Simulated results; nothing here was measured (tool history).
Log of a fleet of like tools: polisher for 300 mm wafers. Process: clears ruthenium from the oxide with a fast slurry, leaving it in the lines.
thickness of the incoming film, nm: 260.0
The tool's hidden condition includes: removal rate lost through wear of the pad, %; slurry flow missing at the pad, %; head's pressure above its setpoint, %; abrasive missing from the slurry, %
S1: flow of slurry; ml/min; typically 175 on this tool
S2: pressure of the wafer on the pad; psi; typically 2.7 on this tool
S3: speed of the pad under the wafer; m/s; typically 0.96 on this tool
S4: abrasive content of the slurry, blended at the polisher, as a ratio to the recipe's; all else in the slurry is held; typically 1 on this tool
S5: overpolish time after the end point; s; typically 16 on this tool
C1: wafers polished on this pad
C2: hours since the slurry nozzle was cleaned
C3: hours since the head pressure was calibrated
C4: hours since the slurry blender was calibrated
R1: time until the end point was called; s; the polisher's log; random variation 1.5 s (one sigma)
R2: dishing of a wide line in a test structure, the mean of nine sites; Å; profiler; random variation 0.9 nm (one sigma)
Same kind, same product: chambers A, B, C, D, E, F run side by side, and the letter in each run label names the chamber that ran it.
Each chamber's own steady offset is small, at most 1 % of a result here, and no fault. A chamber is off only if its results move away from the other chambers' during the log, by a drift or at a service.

run	hour	S1	S2	S3	S4	S5	C1	C2	C3	C4	R1	R2
1C	8.0	175	2.7	0.96	1	16	746	378.7	962.1	82.9	83.079	376.66
# hour 12.9: chamber A: worn pad replaced by a new one
2B	13.2	175	2.7	0.96	1	16	504	243.6	519.0	50.3	82.220	379.33
# hour 17.9: chamber C: worn pad replaced by a new one
# hour 22.5: chamber B: slurry nozzle cleaned
3D	23.8	175	2.7	0.96	1	16	713	77.9	168.1	81.8	83.904	388.37
# hour 31.2: chamber D: worn pad replaced by a new one
4A	33.9	175	2.7	0.96	1	16	259	478.5	380.6	100.9	84.065	390.34
# hour 38.9: chamber B: worn pad replaced by a new one
# hour 39.2: chamber B: head pressure recalibrated
5F	44.8	175	2.7	0.96	1	16	807	155.0	480.4	95.0	82.070	384.91
# hour 46.6: chamber A: slurry blender recalibrated
# hour 48.8: chamber A: slurry nozzle cleaned
6E	50.4	175	2.7	0.96	1	16	1251	452.4	907.9	189.0	84.037	383.47
# hour 54.3: chamber E: worn pad replaced by a new one
7F	60.1	175	2.7	0.96	1	16	996	170.3	495.7	110.3	85.263	373.58
8A	65.8	175	2.7	0.96	1	16	652	17.1	412.5	19.3	84.530	388.45
9C	73.3	155	2.2	0.96	1	16	682	444.0	1027.4	148.2	106.410	320.82
# hour 79.3: chamber A: worn pad replaced by a new one
# hour 80.5: chamber C: slurry blender recalibrated
10B	83.7	155	2.2	0.96	1	16	552	61.3	44.6	120.8	103.740	334.91
# hour 90.1: chamber C: worn pad replaced by a new one
11D	92.1	155	2.2	0.96	1	16	750	146.2	236.4	150.1	104.960	319.77
12E	97.7	155	2.2	0.96	1	16	534	499.7	955.2	236.3	106.530	308.49
# hour 99.4: chamber D: worn pad replaced by a new one
13F	103.8	155	2.2	0.96	1	16	1534	214.0	539.4	154.0	107.530	300.97
# hour 108.1: chamber B: worn pad replaced by a new one
14A	109.5	155	2.2	0.96	1	16	371	60.8	456.2	63.0	104.950	332.28
15D	115.3	175	2.7	0.96	1	16	196	169.4	259.6	173.3	83.297	385.21
16C	126.3	175	2.7	0.96	1	16	446	497.0	1080.4	45.8	83.437	394.18
# hour 129.9: chamber D: slurry blender recalibrated
17B	136.3	175	2.7	0.96	1	16	348	113.9	97.2	173.4	84.589	382.60
18E	146.7	175	2.7	0.96	1	16	1137	548.7	1004.2	285.3	83.257	382.52
# hour 155.2: chamber A: worn pad replaced by a new one
19F	155.7	175	2.7	0.96	1	16	2173	265.9	591.3	205.9	86.615	372.52
# hour 157.3: chamber D: worn pad replaced by a new one
# hour 158.7: chamber A: slurry blender recalibrated
# hour 160.1: chamber C: worn pad replaced by a new one
20D	164.4	175	2.7	0.96	1	16	88	218.5	308.7	34.5	84.865	393.57
# hour 165.3: chamber E: slurry nozzle cleaned
# hour 165.5: chamber B: worn pad replaced by a new one
# hour 166.3: chamber C: head pressure recalibrated
21B	170.1	230	2.7	0.96	1	16	57	147.7	131.0	207.2	78.909	398.51
22E	175.7	230	2.7	0.96	1	16	1494	10.5	1033.2	314.3	81.234	410.88
23C	184.4	230	2.7	0.96	1	16	299	555.1	18.2	103.9	84.074	388.24
# hour 185.9: chamber E: worn pad replaced by a new one
24A	191.6	230	2.7	0.96	1	16	448	142.9	538.3	32.9	80.178	403.98
25D	203.0	230	2.7	0.96	1	16	563	257.1	347.3	73.1	83.769	407.81
26C	208.5	230	2.7	0.96	1	16	596	579.2	42.3	128.0	81.783	405.89
# hour 212.2: chamber D: slurry nozzle cleaned
# hour 218.9: chamber A: worn pad replaced by a new one
# hour 219.2: chamber E: slurry blender recalibrated
27F	220.5	175	2.7	0.96	1	16	2970	330.7	656.1	270.7	89.292	368.57
# hour 226.0: chamber C: worn pad replaced by a new one
# hour 226.7: chamber D: worn pad replaced by a new one
28A	229.0	175	2.7	0.96	1	16	125	180.3	575.7	70.3	83.823	397.31
# hour 233.7: chamber B: worn pad replaced by a new one
29E	235.4	200	2.7	0.96	1	16	609	70.2	1092.9	16.3	81.254	399.63
30B	242.8	200	2.7	0.96	1	16	112	220.4	203.7	279.9	80.943	390.63
# hour 246.4: chamber B: slurry nozzle cleaned
31E	249.7	200	2.7	0.96	1	16	785	84.5	1107.2	30.6	82.309	384.81
# hour 249.8: chamber C: slurry blender recalibrated
32A	257.0	200	2.7	0.96	1	16	470	208.3	603.7	98.3	83.307	393.62
33D	267.4	200	2.7	0.96	1	16	501	55.3	411.7	137.5	84.270	390.20
34B	274.9	200	2.7	0.96	1	16	508	28.6	235.8	312.0	81.451	387.11
35F	285.2	175	2.7	0.96	1	16	3767	395.4	720.8	335.4	90.528	355.48
36C	293.8	175	2.7	0.96	1	16	835	664.5	127.6	44.0	82.407	384.06
# hour 296.0: chamber B: worn pad replaced by a new one
# hour 298.0: chamber C: worn pad replaced by a new one
37B	304.8	175	2.3	0.96	1	16	108	58.5	265.7	341.9	99.592	338.25
38C	315.8	175	2.3	0.96	1	16	220	686.5	149.6	66.0	98.706	320.74

Read the log: is a single chamber off, either drifting away or since a service, is the gauge that measures every chamber drifting, or is nothing wrong beyond small per-chamber offsets? Name any odd chamber and what most likely caused it.

Little by little, chamber F moves away from the other chambers.
Likeliest cause: removal rate lost through wear of the pad, % = 9.94.
The log may not tell that from: slurry flow missing at the pad, %; head's pressure below its setpoint, %; abrasive missing from the slurry, %.

Which of the 4 candidates below, each the usual settings with something changed and its results left as question marks, puts chamber F back in line with what the other chambers give on the usual settings?
Counts as in line when no further than this from what the other chambers average on the usual settings: R1 5.200 s; R2 31.00 Å
39F-1	324.4	175	2.5	0.86	0.95	16					?	?
39F-2	324.4	180	2.9	1.06	1.05	17					?	?
39F-3	324.4	175	2.6	0.92	1.00	16					?	?
39F-4	324.4	175	2.8	1.00	1.00	16					?	?

The other chambers' mean on the usual settings: R1 84.150 s; R2 384.72 Å
run	R1	R2
39F-1	113.670	292.11
39F-2	75.836	435.28
39F-3	99.864	327.33
39F-4	85.409	374.53
It is 39F-4 that realigns the chamber with its peers.

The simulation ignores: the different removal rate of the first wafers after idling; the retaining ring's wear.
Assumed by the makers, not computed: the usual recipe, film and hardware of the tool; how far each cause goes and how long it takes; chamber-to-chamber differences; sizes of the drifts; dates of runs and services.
